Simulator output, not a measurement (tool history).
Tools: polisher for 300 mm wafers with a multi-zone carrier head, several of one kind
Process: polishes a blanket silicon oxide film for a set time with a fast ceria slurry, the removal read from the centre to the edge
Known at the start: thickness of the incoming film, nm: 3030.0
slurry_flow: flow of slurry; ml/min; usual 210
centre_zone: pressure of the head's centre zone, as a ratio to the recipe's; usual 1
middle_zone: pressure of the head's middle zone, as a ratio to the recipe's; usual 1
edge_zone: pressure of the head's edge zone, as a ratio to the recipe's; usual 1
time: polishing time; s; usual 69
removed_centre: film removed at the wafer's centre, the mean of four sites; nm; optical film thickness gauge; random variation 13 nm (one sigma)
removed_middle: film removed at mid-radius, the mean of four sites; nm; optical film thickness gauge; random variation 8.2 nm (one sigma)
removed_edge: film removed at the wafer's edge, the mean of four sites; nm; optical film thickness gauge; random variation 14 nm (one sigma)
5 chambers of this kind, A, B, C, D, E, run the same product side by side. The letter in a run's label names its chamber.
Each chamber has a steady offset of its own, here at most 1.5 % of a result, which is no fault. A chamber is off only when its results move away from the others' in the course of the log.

run	hour	slurry_flow	centre_zone	middle_zone	edge_zone	time	removed_centre	removed_middle	removed_edge
1C	4	210	1	1	1	69	1003.7	1008.2	1000.6
2D	6.6	210	1	1	1	69	1000.9	998.75	1002.7
3A	9.9	210	1	1	1	69	1000.4	995.98	987.97
4E	14.3	210	1	1	1	69	985.58	1003.2	986.43
5B	18.3	210	1	1	1	69	994.32	999.12	979.97
6C	20.8	210	1	1	1	69	980.82	1008.8	961.75
7D	23.2	210	1	1	1	69	999.64	1014.2	999.38
8B	27.1	210	1	1	1	69	1000.9	1007.8	1007.3
# hour 30.3: chamber A: slurry nozzle cleaned
9A	32.2	210	1.07	1	1	69	1097.6	1018.1	986.44
# hour 33.2: chamber B: worn pad replaced by a new one
10E	35.7	210	1.07	1	1	69	1070.6	994.4	1000.2
11E	39.8	210	1.07	1	1	69	1069.7	995.99	1017.3
12D	43.8	210	1.07	1	1	69	1061.1	1004.4	985.54
# hour 44.8: chamber C: worn pad replaced by a new one
13B	47.1	210	1.07	1	1	69	1047.2	997.4	1033.4
# hour 48.3: chamber A: worn pad replaced by a new one
14C	52.3	210	1	1	1	69	995.58	977.35	992.99
15A	57.3	210	1	1	1	69	966.89	1002.9	1004.7
# hour 58.1: chamber C: centre zone pressure recalibrated
16A	60	210	1	1.05	1.07	69	1001.7	1037.5	1053.5
17B	65.4	210	1	1.05	1.07	69	1003	1049.4	1033.1
# hour 65.7: chamber E: worn pad replaced by a new one
18D	68.1	210	1	1.05	1.07	69	974.34	1055.6	1067.7
19C	73.3	210	1	1.05	1.07	69	995.1	1040	1027.6
20E	78.4	210	1	1.05	1.07	69	988.78	1036.9	1033.2
# hour 79.8: chamber D: edge zone pressure recalibrated
21E	82.6	210	1	1	1	69	980.52	1005	1003.4
22D	85.5	210	1	1	1.11	69	1003.3	1029.8	1076.7
23A	90.7	210	1	1	1.11	69	989.01	991.56	1051.4
24C	94.6	210	1	1	1.11	69	994.12	994.04	1053.1
25B	97.3	210	1	1	1.11	69	993.75	996.16	1059.9
26C	100	210	1	1	1.11	69	986.09	1009	1058.6
27A	104.7	210	1	1	1	69	1013.5	1015.7	975.62
# hour 109: chamber D: worn pad replaced by a new one
28E	109.9	210	1	1	1	69	1012.7	998.98	978.12
29B	113.6	210	1	1	1	69	993.09	1005.1	1006.8
30D	117.8	210	1	1	1	69	1006.9	1000.6	1002.9

What goes on in this fleet: one chamber off, a drifting gauge, or nothing beyond the chambers' own small offsets? Name the chamber and the cause, if any.

No chamber stands off beyond its own small offset, and the gauge holds steady.
